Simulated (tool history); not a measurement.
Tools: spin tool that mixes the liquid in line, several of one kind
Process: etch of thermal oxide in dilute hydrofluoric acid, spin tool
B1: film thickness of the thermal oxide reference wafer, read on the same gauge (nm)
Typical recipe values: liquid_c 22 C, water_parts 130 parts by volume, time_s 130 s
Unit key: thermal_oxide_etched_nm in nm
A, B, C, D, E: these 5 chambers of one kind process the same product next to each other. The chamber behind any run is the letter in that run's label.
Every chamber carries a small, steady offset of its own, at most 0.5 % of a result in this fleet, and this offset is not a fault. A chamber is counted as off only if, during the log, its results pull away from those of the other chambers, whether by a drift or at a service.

{"day": 0.288, "done": "chamber D: thermometer replaced"}
{"run": "1B", "day": 0.404, "liquid_c": 22, "water_parts": 130, "time_s": 130, "B1": 89.998, "thermal_oxide_etched_nm": 4.2699}
{"run": "2E", "day": 0.767, "liquid_c": 22, "water_parts": 130, "time_s": 130, "B1": 90.05, "thermal_oxide_etched_nm": 4.2097}
{"run": "3C", "day": 1.158, "liquid_c": 22, "water_parts": 130, "time_s": 130, "B1": 89.995, "thermal_oxide_etched_nm": 4.323}
{"run": "4D", "day": 1.542, "liquid_c": 22, "water_parts": 130, "time_s": 130, "B1": 89.961, "thermal_oxide_etched_nm": 4.2359}
{"run": "5A", "day": 1.8, "liquid_c": 22, "water_parts": 130, "time_s": 130, "B1": 89.992, "thermal_oxide_etched_nm": 4.2252}
{"run": "6B", "day": 2.104, "liquid_c": 27, "water_parts": 100, "time_s": 130, "B1": 90.008, "thermal_oxide_etched_nm": 7.1113}
{"run": "7C", "day": 2.454, "liquid_c": 27, "water_parts": 100, "time_s": 130, "B1": 89.985, "thermal_oxide_etched_nm": 7.0348}
{"run": "8A", "day": 2.779, "liquid_c": 27, "water_parts": 100, "time_s": 130, "B1": 89.997, "thermal_oxide_etched_nm": 6.9472}
{"run": "9E", "day": 3.083, "liquid_c": 27, "water_parts": 100, "time_s": 130, "B1": 89.987, "thermal_oxide_etched_nm": 6.9508}
{"run": "10D", "day": 3.392, "liquid_c": 27, "water_parts": 100, "time_s": 130, "B1": 90.005, "thermal_oxide_etched_nm": 6.8894}
{"run": "11C", "day": 3.717, "liquid_c": 22, "water_parts": 130, "time_s": 130, "B1": 89.979, "thermal_oxide_etched_nm": 4.3054}
{"run": "12B", "day": 4.108, "liquid_c": 22, "water_parts": 130, "time_s": 130, "B1": 90.008, "thermal_oxide_etched_nm": 4.2796}
{"day": 4.396, "done": "chamber D: hydrofluoric acid flow meter replaced"}
{"run": "13A", "day": 4.425, "liquid_c": 22, "water_parts": 130, "time_s": 130, "B1": 89.972, "thermal_oxide_etched_nm": 4.2878}
{"run": "14E", "day": 4.867, "liquid_c": 22, "water_parts": 130, "time_s": 130, "B1": 90.018, "thermal_oxide_etched_nm": 4.2276}
{"run": "15D", "day": 5.142, "liquid_c": 22, "water_parts": 130, "time_s": 130, "B1": 90.019, "thermal_oxide_etched_nm": 4.2763}
{"run": "16E", "day": 5.571, "liquid_c": 22, "water_parts": 130, "time_s": 130, "B1": 89.985, "thermal_oxide_etched_nm": 4.2903}
{"run": "17D", "day": 6.125, "liquid_c": 22, "water_parts": 130, "time_s": 130, "B1": 90.008, "thermal_oxide_etched_nm": 4.2514}
{"run": "18C", "day": 6.575, "liquid_c": 22, "water_parts": 130, "time_s": 130, "B1": 89.993, "thermal_oxide_etched_nm": 4.3642}
{"run": "19B", "day": 7.004, "liquid_c": 22, "water_parts": 65, "time_s": 130, "B1": 90.023, "thermal_oxide_etched_nm": 9.4121}
{"run": "20A", "day": 7.404, "liquid_c": 22, "water_parts": 65, "time_s": 130, "B1": 90.003, "thermal_oxide_etched_nm": 9.3156}
{"run": "21E", "day": 7.912, "liquid_c": 22, "water_parts": 65, "time_s": 130, "B1": 89.992, "thermal_oxide_etched_nm": 9.0002}
{"run": "22A", "day": 8.3, "liquid_c": 22, "water_parts": 65, "time_s": 130, "B1": 89.973, "thermal_oxide_etched_nm": 9.4772}
{"run": "23D", "day": 8.721, "liquid_c": 22, "water_parts": 65, "time_s": 130, "B1": 89.988, "thermal_oxide_etched_nm": 9.2291}
{"run": "24B", "day": 9.075, "liquid_c": 22, "water_parts": 130, "time_s": 130, "B1": 90.015, "thermal_oxide_etched_nm": 4.3161}
{"run": "25C", "day": 9.588, "liquid_c": 22, "water_parts": 75, "time_s": 155, "B1": 89.978, "thermal_oxide_etched_nm": 9.637}
{"run": "26E", "day": 9.879, "liquid_c": 22, "water_parts": 75, "time_s": 155, "B1": 90.029, "thermal_oxide_etched_nm": 9.1405}
{"run": "27D", "day": 10.175, "liquid_c": 22, "water_parts": 75, "time_s": 155, "B1": 90.006, "thermal_oxide_etched_nm": 9.4572}
{"run": "28C", "day": 10.721, "liquid_c": 22, "water_parts": 75, "time_s": 155, "B1": 89.999, "thermal_oxide_etched_nm": 9.8031}
{"run": "29A", "day": 11.204, "liquid_c": 22, "water_parts": 75, "time_s": 155, "B1": 89.98, "thermal_oxide_etched_nm": 9.4815}
{"run": "30B", "day": 11.462, "liquid_c": 22, "water_parts": 130, "time_s": 130, "B1": 89.997, "thermal_oxide_etched_nm": 4.3481}
{"run": "31A", "day": 11.917, "liquid_c": 22, "water_parts": 130, "time_s": 130, "B1": 90.003, "thermal_oxide_etched_nm": 4.2436}
{"run": "32C", "day": 12.212, "liquid_c": 22, "water_parts": 130, "time_s": 130, "B1": 89.992, "thermal_oxide_etched_nm": 4.4265}
{"run": "33E", "day": 12.583, "liquid_c": 22, "water_parts": 130, "time_s": 130, "B1": 89.989, "thermal_oxide_etched_nm": 4.2205}
{"run": "34B", "day": 13.029, "liquid_c": 22, "water_parts": 130, "time_s": 130, "B1": 90.007, "thermal_oxide_etched_nm": 4.3032}
{"run": "35D", "day": 13.396, "liquid_c": 22, "water_parts": 130, "time_s": 130, "B1": 90.014, "thermal_oxide_etched_nm": 4.2021}
{"run": "36A", "day": 13.8, "liquid_c": 17.5, "water_parts": 190, "time_s": 130, "B1": 90.038, "thermal_oxide_etched_nm": 2.2764}
{"run": "37D", "day": 14.342, "liquid_c": 17.5, "water_parts": 190, "time_s": 130, "B1": 89.99, "thermal_oxide_etched_nm": 2.2685}
{"run": "38B", "day": 14.883, "liquid_c": 17.5, "water_parts": 190, "time_s": 130, "B1": 89.976, "thermal_oxide_etched_nm": 2.3166}
{"run": "39E", "day": 15.392, "liquid_c": 17.5, "water_parts": 190, "time_s": 130, "B1": 89.988, "thermal_oxide_etched_nm": 2.2995}
{"run": "40C", "day": 15.883, "liquid_c": 17.5, "water_parts": 190, "time_s": 130, "B1": 89.979, "thermal_oxide_etched_nm": 2.4359}
{"run": "41C", "day": 16.246, "liquid_c": 25.5, "water_parts": 130, "time_s": 130, "B1": 90.015, "thermal_oxide_etched_nm": 5.2287}

All 5 chambers run these settings next. Forecast each chamber's results:
{"run": "42A", "day": 16.65, "liquid_c": 22, "water_parts": 155, "time_s": 130, "thermal_oxide_etched_nm": "?"}
{"run": "42B", "day": 16.65, "liquid_c": 22, "water_parts": 155, "time_s": 130, "thermal_oxide_etched_nm": "?"}
{"run": "42C", "day": 16.65, "liquid_c": 22, "water_parts": 155, "time_s": 130, "thermal_oxide_etched_nm": "?"}
{"run": "42D", "day": 16.65, "liquid_c": 22, "water_parts": 155, "time_s": 130, "thermal_oxide_etched_nm": "?"}
{"run": "42E", "day": 16.65, "liquid_c": 22, "water_parts": 155, "time_s": 130, "thermal_oxide_etched_nm": "?"}

run=42A thermal_oxide_etched_nm=3.4299
run=42B thermal_oxide_etched_nm=3.5088
run=42C thermal_oxide_etched_nm=3.6957
run=42D thermal_oxide_etched_nm=3.4513
run=42E thermal_oxide_etched_nm=3.4658
